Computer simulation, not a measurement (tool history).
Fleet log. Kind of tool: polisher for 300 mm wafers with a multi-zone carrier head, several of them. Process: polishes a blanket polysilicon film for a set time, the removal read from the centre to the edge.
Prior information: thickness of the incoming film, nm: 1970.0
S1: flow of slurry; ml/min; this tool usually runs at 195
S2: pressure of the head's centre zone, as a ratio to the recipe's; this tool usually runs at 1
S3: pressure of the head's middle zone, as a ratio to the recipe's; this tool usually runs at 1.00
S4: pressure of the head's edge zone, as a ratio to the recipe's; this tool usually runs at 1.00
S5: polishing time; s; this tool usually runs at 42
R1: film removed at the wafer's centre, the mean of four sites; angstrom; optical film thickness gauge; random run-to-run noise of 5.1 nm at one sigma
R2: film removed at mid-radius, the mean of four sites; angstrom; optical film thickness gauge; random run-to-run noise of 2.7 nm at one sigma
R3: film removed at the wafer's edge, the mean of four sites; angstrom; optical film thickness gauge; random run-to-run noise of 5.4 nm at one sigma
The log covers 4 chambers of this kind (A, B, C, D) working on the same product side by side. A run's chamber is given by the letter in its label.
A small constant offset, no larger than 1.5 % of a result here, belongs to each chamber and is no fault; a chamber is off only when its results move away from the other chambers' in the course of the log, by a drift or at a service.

run,hour,S1,S2,S3,S4,S5,R1,R2,R3
# hour 3.6: chamber D: worn pad replaced by a new one
1B,7.9,195,1,1.00,1.00,42,3751.3,3741.1,3746.9
2D,22.0,195,1,1.00,1.00,42,3722.2,3624.9,3738.2
3C,32.5,195,1,1.00,1.00,42,3714.8,3656.9,3655.7
4A,41.4,195,1,1.00,1.00,42,3697.5,3715.4,3676.1
# hour 50.8: chamber C: slurry nozzle cleaned
5C,54.0,195,1,1.00,1.00,42,3698.0,3634.6,3698.7
# hour 55.0: chamber B: edge zone pressure recalibrated
# hour 64.9: chamber A: worn pad replaced by a new one
# hour 65.6: chamber B: worn pad replaced by a new one
6D,68.2,195,1,1.00,1.00,42,3680.4,3609.1,3794.9
7A,77.3,195,1,1.00,1.00,42,3772.8,3685.5,3588.3
# hour 87.5: chamber C: worn pad replaced by a new one
8B,90.8,195,1,1.00,1.00,42,3755.9,3699.3,3665.0
# hour 97.1: chamber D: worn pad replaced by a new one
9A,99.1,195,1,1.00,0.93,42,3685.3,3677.3,3510.5
10D,110.5,195,1,1.00,0.93,42,3654.5,3629.1,3594.9
11C,127.1,195,1,1.00,0.93,42,3618.3,3637.3,3494.3
12B,136.9,195,1,1.00,0.93,42,3663.0,3757.9,3533.6
13C,147.1,195,1,1.00,1.00,42,3682.5,3610.4,3709.7
14D,156.3,195,1,1.00,1.00,42,3698.1,3662.2,3695.4
# hour 165.2: chamber A: slurry nozzle cleaned
# hour 169.3: chamber A: worn pad replaced by a new one
15A,170.2,195,1,1.00,1.00,42,3818.7,3705.9,3664.9
16B,180.2,250,1,1.00,1.00,35,3226.9,3219.3,3090.7
# hour 181.1: chamber C: worn pad replaced by a new one
17D,192.0,250,1,1.00,1.00,35,3146.1,3139.3,3175.6
# hour 199.0: chamber B: worn pad replaced by a new one
# hour 201.5: chamber D: worn pad replaced by a new one
18A,204.8,250,1,1.00,1.00,35,3199.8,3201.1,3141.6
19C,220.8,250,1,1.00,1.00,35,3249.0,3172.2,3181.1
# hour 231.7: chamber B: slurry nozzle cleaned
20B,233.3,195,1,0.91,1.00,56,4965.3,4558.1,4979.6
21A,249.3,195,1,0.91,1.00,56,4985.1,4546.0,4984.5
# hour 259.0: chamber A: worn pad replaced by a new one
22D,261.5,195,1,0.91,1.00,56,4896.6,4497.5,5054.3
23C,270.8,195,1,0.91,1.00,56,4931.0,4461.6,5059.0
# hour 278.2: chamber C: worn pad replaced by a new one
24B,281.1,195,1,1.00,1.00,42,3705.3,3686.2,3691.9
25A,293.4,195,1,1.00,1.00,42,3710.1,3675.5,3738.5
26B,304.2,195,1,1.00,1.00,42,3766.3,3732.3,3705.0
# hour 304.3: chamber D: worn pad replaced by a new one
# hour 313.0: chamber D: edge zone pressure recalibrated
# hour 316.5: chamber C: centre zone pressure recalibrated
27D,318.8,195,1,1.00,1.00,42,3699.1,3668.0,3663.4
# hour 326.6: chamber B: worn pad replaced by a new one
28C,332.3,195,1,1.00,1.00,42,3682.8,3640.3,3607.7
29A,344.7,195,1,1.00,1.00,42,3827.8,3661.6,3739.1
30D,355.6,195,1,1.00,1.00,42,3673.5,3629.4,3757.2
31B,366.1,195,1,1.00,1.00,42,3736.0,3694.8,3710.8
# hour 366.3: chamber A: worn pad replaced by a new one
# hour 376.2: chamber C: worn pad replaced by a new one
32C,382.4,195,1,1.00,1.00,42,3729.2,3687.7,3681.3
33D,389.6,195,1,1.00,1.00,42,3591.5,3631.6,3720.1
# hour 391.0: chamber D: slurry nozzle cleaned
# hour 396.3: chamber D: worn pad replaced by a new one
34B,402.4,195,1,1.07,0.89,42,3651.4,3941.5,3428.3
35A,415.7,195,1,1.07,0.89,42,3723.7,3983.7,3474.7
36C,423.4,195,1,1.07,0.89,42,3708.3,3893.4,3428.4
37A,434.6,195,1,1.07,0.89,42,3642.4,3918.2,3420.7
38B,445.2,195,1,1.00,0.91,42,3708.0,3715.0,3592.4
39D,454.9,195,1,1.00,0.91,42,3663.9,3655.3,3601.8
40C,467.8,195,1,1.00,0.91,42,3654.4,3648.3,3539.3
# hour 473.2: chamber B: worn pad replaced by a new one
# hour 473.7: chamber C: worn pad replaced by a new one
41D,479.7,195,1,1.00,0.91,42,3717.2,3663.0,3538.0
42B,492.1,195,1,1.00,1.00,42,3699.4,3719.7,3694.9
43C,500.3,195,1,1.00,1.00,42,3681.7,3697.1,3677.4

All 4 chambers run these settings next. Forecast each chamber's results:
44A,512.3,240,1,1.00,1.00,42,?,?,?
44B,512.3,240,1,1.00,1.00,42,?,?,?
44C,512.3,240,1,1.00,1.00,42,?,?,?
44D,512.3,240,1,1.00,1.00,42,?,?,?

run,R1,R2,R3
44A,3771.8,3799.9,3757.7
44B,3865.5,3822.0,3868.7
44C,3785.1,3753.4,3823.6
44D,3887.4,3754.1,3869.3
